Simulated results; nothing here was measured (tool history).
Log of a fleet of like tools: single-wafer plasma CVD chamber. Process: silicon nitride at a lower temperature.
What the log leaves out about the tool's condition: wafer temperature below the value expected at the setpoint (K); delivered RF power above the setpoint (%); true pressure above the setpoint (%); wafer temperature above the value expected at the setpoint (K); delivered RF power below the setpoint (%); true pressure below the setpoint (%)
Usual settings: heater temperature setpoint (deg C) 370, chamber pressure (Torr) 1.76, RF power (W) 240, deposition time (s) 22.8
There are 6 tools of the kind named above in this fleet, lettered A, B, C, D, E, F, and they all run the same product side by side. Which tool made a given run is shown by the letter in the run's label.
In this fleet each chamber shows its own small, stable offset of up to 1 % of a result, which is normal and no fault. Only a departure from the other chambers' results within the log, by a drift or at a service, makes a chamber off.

| run | hour | heater temperature setpoint (deg C) | chamber pressure (Torr) | RF power (W) | deposition time (s) | hours since the last thermocouple change | hours since the last RF generator calibration | hours since the last manometer calibration | read-back reference wafer on the same gauge, thickness_nm | mean film thickness on the monitor wafer (angstrom) |
|---|---|---|---|---|---|---|---|---|---|---|
|  | 5.7 | chamber D: RF generator calibrated |
| 1D | 13.6 | 370 | 1.76 | 240 | 22.8 | 1647.4 | 8 | 300.6 | 19.695 | 235.42 |
| 2E | 26.4 | 370 | 1.76 | 240 | 22.8 | 950.4 | 1004.7 | 2712.3 | 19.69 | 234.22 |
| 3A | 39.5 | 370 | 1.76 | 240 | 22.8 | 213.9 | 817.9 | 1535.8 | 19.691 | 234.3 |
|  | 49.7 | chamber C: capacitance manometer re-zeroed and calibrated |
| 4F | 51.9 | 370 | 1.76 | 240 | 22.8 | 1355 | 510 | 61.4 | 19.687 | 232.86 |
| 5C | 59.3 | 370 | 1.76 | 240 | 22.8 | 1234.7 | 1600.4 | 9.6 | 19.689 | 233.14 |
| 6B | 71.9 | 370 | 1.76 | 240 | 22.8 | 2090.8 | 1297.4 | 280.3 | 19.683 | 231.6 |
| 7A | 83.7 | 370 | 1.76 | 240 | 22.8 | 258.1 | 862.1 | 1580 | 19.674 | 233.22 |
| 8F | 93.9 | 370 | 1.76 | 240 | 22.8 | 1397 | 552 | 103.4 | 19.679 | 233.17 |
| 9E | 100.7 | 370 | 1.76 | 280 | 20.6 | 1024.7 | 1079 | 2786.6 | 19.673 | 235.21 |
| 10B | 111.2 | 370 | 1.76 | 280 | 20.6 | 2130.1 | 1336.7 | 319.6 | 19.668 | 234.13 |
| 11C | 119.9 | 370 | 1.76 | 280 | 20.6 | 1295.3 | 1661 | 70.2 | 19.67 | 234.84 |
| 12D | 132.7 | 370 | 1.76 | 280 | 20.6 | 1766.5 | 127.1 | 419.7 | 19.67 | 237.47 |
| 13C | 146.2 | 370 | 1.76 | 280 | 20.6 | 1321.6 | 1687.3 | 96.5 | 19.666 | 233.78 |
| 14B | 157.7 | 370 | 1.76 | 280 | 20.6 | 2176.6 | 1383.2 | 366.1 | 19.658 | 233.61 |
|  | 159.6 | chamber D: thermocouple changed; heater temperature recalibrated |
| 15D | 173.2 | 370 | 1.76 | 240 | 22.8 | 13.6 | 167.6 | 460.2 | 19.65 | 235.57 |
| 16A | 183.8 | 370 | 1.76 | 240 | 22.8 | 358.2 | 962.2 | 1680.1 | 19.652 | 233.98 |
|  | 199.5 | chamber E: RF generator calibrated |
| 17F | 199.5 | 370 | 1.76 | 240 | 22.8 | 1502.6 | 657.6 | 209 | 19.653 | 232.8 |
|  | 208 | chamber E: thermocouple changed; heater temperature recalibrated |
| 18E | 210.1 | 370 | 1.76 | 240 | 22.8 | 2.2 | 10.6 | 2896 | 19.655 | 232.83 |
| 19B | 219 | 370 | 1.76 | 240 | 22.8 | 2237.9 | 1444.5 | 427.4 | 19.648 | 231.49 |
| 20A | 232.7 | 376 | 1.76 | 240 | 22.8 | 407.1 | 1011.1 | 1729 | 19.634 | 231.93 |
| 21E | 246.7 | 376 | 1.76 | 240 | 22.8 | 38.8 | 47.2 | 2932.6 | 19.636 | 232.38 |
| 22F | 255.9 | 376 | 1.76 | 240 | 22.8 | 1559 | 714 | 265.4 | 19.637 | 231.22 |
|  | 256.9 | chamber B: thermocouple changed; heater temperature recalibrated |
|  | 258.7 | chamber E: capacitance manometer re-zeroed and calibrated |
| 23D | 265 | 376 | 1.76 | 240 | 22.8 | 105.4 | 259.4 | 552 | 19.641 | 234.11 |
| 24C | 278.4 | 376 | 1.76 | 240 | 22.8 | 1453.8 | 1819.5 | 228.7 | 19.638 | 231.87 |
|  | 283.6 | chamber A: RF generator calibrated |
| 25C | 290.7 | 376 | 1.76 | 240 | 22.8 | 1466.1 | 1831.8 | 241 | 19.629 | 231.96 |
| 26A | 306.5 | 370 | 1.76 | 240 | 22.8 | 480.9 | 22.9 | 1802.8 | 19.619 | 233.09 |
| 27D | 318.2 | 370 | 1.76 | 240 | 22.8 | 158.6 | 312.6 | 605.2 | 19.615 | 234.85 |
| 28B | 333.2 | 370 | 1.76 | 240 | 22.8 | 76.3 | 1558.7 | 541.6 | 19.617 | 231.27 |
| 29E | 342 | 361 | 2.19 | 240 | 22.8 | 134.1 | 142.5 | 83.4 | 19.622 | 247.3 |
| 30F | 353.7 | 361 | 2.19 | 240 | 22.8 | 1656.8 | 811.8 | 363.2 | 19.606 | 247.24 |
| 31A | 361.3 | 361 | 2.19 | 240 | 22.8 | 535.7 | 77.7 | 1857.6 | 19.619 | 248.12 |
| 32E | 371.8 | 361 | 2.19 | 240 | 22.8 | 163.9 | 172.3 | 113.2 | 19.621 | 246.8 |
| 33F | 381.2 | 361 | 2.19 | 240 | 22.8 | 1684.3 | 839.3 | 390.7 | 19.61 | 246.27 |
| 34B | 391.2 | 361 | 2.19 | 240 | 22.8 | 134.3 | 1616.7 | 599.6 | 19.606 | 245.76 |
| 35D | 405 | 370 | 1.76 | 240 | 22.8 | 245.4 | 399.4 | 692 | 19.605 | 234.78 |
| 36C | 415.5 | 370 | 1.76 | 240 | 22.8 | 1590.9 | 1956.6 | 365.8 | 19.6 | 232.2 |
| 37D | 427.1 | 370 | 1.76 | 240 | 22.8 | 267.5 | 421.5 | 714.1 | 19.59 | 234.62 |
| 38A | 438.3 | 370 | 1.76 | 240 | 22.8 | 612.7 | 154.7 | 1934.6 | 19.596 | 232.23 |
| 39E | 448.2 | 370 | 1.76 | 240 | 22.8 | 240.3 | 248.7 | 189.6 | 19.587 | 232.16 |
| 40F | 457.7 | 370 | 1.76 | 240 | 22.8 | 1760.8 | 915.8 | 467.2 | 19.589 | 231.58 |
| 41B | 468.4 | 370 | 1.76 | 240 | 22.8 | 211.5 | 1693.9 | 676.8 | 19.582 | 230.93 |
| 42C | 483.5 | 370 | 1.76 | 240 | 22.8 | 1658.9 | 2024.6 | 433.8 | 19.581 | 231.84 |
| 43A | 499.1 | 370 | 1.76 | 240 | 22.8 | 673.5 | 215.5 | 1995.4 | 19.582 | 233.02 |

Each of the 6 chambers runs these same settings next. Fill in every chamber's results:
| 44A | 510.3 | 370 | 1.76 | 240 | 22.8 |  |  |  |  | ? |
| 44B | 510.3 | 370 | 1.76 | 240 | 22.8 |  |  |  |  | ? |
| 44C | 510.3 | 370 | 1.76 | 240 | 22.8 |  |  |  |  | ? |
| 44D | 510.3 | 370 | 1.76 | 240 | 22.8 |  |  |  |  | ? |
| 44E | 510.3 | 370 | 1.76 | 240 | 22.8 |  |  |  |  | ? |
| 44F | 510.3 | 370 | 1.76 | 240 | 22.8 |  |  |  |  | ? |

| run | mean film thickness on the monitor wafer (angstrom) |
|---|---|
| 44A | 232.63 |
| 44B | 230.85 |
| 44C | 231.2 |
| 44D | 235.11 |
| 44E | 232.16 |
| 44F | 232.39 |
